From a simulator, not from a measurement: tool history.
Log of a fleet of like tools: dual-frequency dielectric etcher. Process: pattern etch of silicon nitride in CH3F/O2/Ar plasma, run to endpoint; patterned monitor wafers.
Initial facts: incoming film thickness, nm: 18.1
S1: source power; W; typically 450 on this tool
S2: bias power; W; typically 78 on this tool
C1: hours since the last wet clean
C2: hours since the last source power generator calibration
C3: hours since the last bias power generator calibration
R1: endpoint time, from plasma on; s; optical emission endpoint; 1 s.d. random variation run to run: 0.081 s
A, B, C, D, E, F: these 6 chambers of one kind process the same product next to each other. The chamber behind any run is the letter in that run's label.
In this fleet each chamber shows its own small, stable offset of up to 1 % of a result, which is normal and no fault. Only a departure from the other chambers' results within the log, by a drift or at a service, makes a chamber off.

| run | hour | S1 | S2 | C1 | C2 | C3 | R1 |
|---|---|---|---|---|---|---|---|
| 1B | 7.2 | 450 | 78 | 211.1 | 1891.3 | 791.8 | 24.48 |
|  | 8.9 | chamber C: source power generator calibrated |
| 2E | 21 | 450 | 78 | 560.5 | 1485.9 | 2852.1 | 24.558 |
| 3D | 28.6 | 450 | 78 | 271.3 | 1365 | 2400.2 | 24.245 |
| 4F | 40.6 | 450 | 78 | 43.4 | 164.5 | 1690.9 | 24.068 |
| 5A | 49.6 | 450 | 66 | 110.9 | 2496.2 | 514.9 | 25.865 |
| 6C | 57.6 | 450 | 66 | 395 | 48.8 | 1196.3 | 25.603 |
| 7F | 72.9 | 450 | 66 | 75.7 | 196.8 | 1723.2 | 25.486 |
| 8C | 81.6 | 450 | 66 | 419 | 72.8 | 1220.3 | 25.633 |
| 9E | 91.2 | 450 | 66 | 630.7 | 1556.1 | 2922.3 | 25.916 |
| 10B | 103.2 | 450 | 66 | 307.1 | 1987.3 | 887.8 | 25.706 |
|  | 109.2 | chamber E: wet clean of the chamber |
| 11A | 115 | 450 | 78 | 176.3 | 2561.6 | 580.3 | 24.375 |
| 12D | 123.1 | 450 | 78 | 365.8 | 1459.5 | 2494.7 | 24.205 |
| 13E | 131.2 | 450 | 78 | 22 | 1596.1 | 2962.3 | 24.602 |
| 14C | 141.4 | 450 | 78 | 478.8 | 132.6 | 1280.1 | 24.252 |
| 15A | 149.3 | 450 | 78 | 210.6 | 2595.9 | 614.6 | 24.502 |
|  | 151.9 | chamber D: bias power generator calibrated |
| 16D | 159.4 | 450 | 78 | 402.1 | 1495.8 | 7.6 | 24.085 |
|  | 161.4 | chamber C: wet clean of the chamber |
| 17F | 169.7 | 450 | 78 | 172.5 | 293.6 | 1820 | 24.02 |
| 18B | 182.3 | 450 | 78 | 386.2 | 2066.4 | 966.9 | 24.428 |
| 19E | 191.4 | 400 | 87 | 82.2 | 1656.3 | 3022.5 | 24.688 |
| 20D | 206.7 | 400 | 87 | 449.4 | 1543.1 | 54.9 | 24.35 |
| 21C | 219.9 | 400 | 87 | 58.5 | 211.1 | 1358.6 | 24.297 |
| 22A | 229.5 | 400 | 87 | 290.8 | 2676.1 | 694.8 | 24.582 |
| 23F | 237.7 | 400 | 87 | 240.5 | 361.6 | 1888 | 24.32 |
| 24B | 248 | 400 | 87 | 451.9 | 2132.1 | 1032.6 | 24.821 |
|  | 254 | chamber D: wet clean of the chamber |
| 25B | 263.2 | 450 | 78 | 467.1 | 2147.3 | 1047.8 | 24.664 |
| 26F | 273.5 | 450 | 78 | 276.3 | 397.4 | 1923.8 | 24.165 |
| 27E | 287.9 | 450 | 78 | 178.7 | 1752.8 | 3119 | 24.652 |
| 28A | 297.5 | 450 | 78 | 358.8 | 2744.1 | 762.8 | 24.448 |
| 29D | 313.2 | 450 | 78 | 59.2 | 1649.6 | 161.4 | 24.234 |
| 30C | 327 | 450 | 78 | 165.6 | 318.2 | 1465.7 | 24.191 |
|  | 333.8 | chamber E: bias power generator calibrated |
| 31A | 341.2 | 450 | 90 | 402.5 | 2787.8 | 806.5 | 23.09 |
| 32F | 357 | 450 | 90 | 359.8 | 480.9 | 2007.3 | 22.911 |
|  | 364.3 | chamber F: wet clean of the chamber |
| 33B | 366.4 | 450 | 90 | 570.3 | 2250.5 | 1151 | 24.009 |
| 34D | 375.1 | 450 | 90 | 121.1 | 1711.5 | 223.3 | 22.975 |
| 35E | 386 | 450 | 90 | 276.8 | 1850.9 | 52.2 | 23.4 |
| 36C | 399.6 | 450 | 90 | 238.2 | 390.8 | 1538.3 | 23.012 |
| 37C | 413.6 | 450 | 96 | 252.2 | 404.8 | 1552.3 | 22.446 |
| 38F | 422 | 450 | 96 | 57.8 | 545.9 | 2072.3 | 22.441 |
| 39E | 432.6 | 450 | 96 | 323.4 | 1897.5 | 98.8 | 22.799 |

All 6 chambers run these settings next. Forecast each chamber's results:
| 40A | 444 | 450 | 66 |  |  |  | ? |
| 40B | 444 | 450 | 66 |  |  |  | ? |
| 40C | 444 | 450 | 66 |  |  |  | ? |
| 40D | 444 | 450 | 66 |  |  |  | ? |
| 40E | 444 | 450 | 66 |  |  |  | ? |
| 40F | 444 | 450 | 66 |  |  |  | ? |

| run | R1 |
|---|---|
| 40A | 25.947 |
| 40B | 27.061 |
| 40C | 25.585 |
| 40D | 25.768 |
| 40E | 26 |
| 40F | 25.454 |
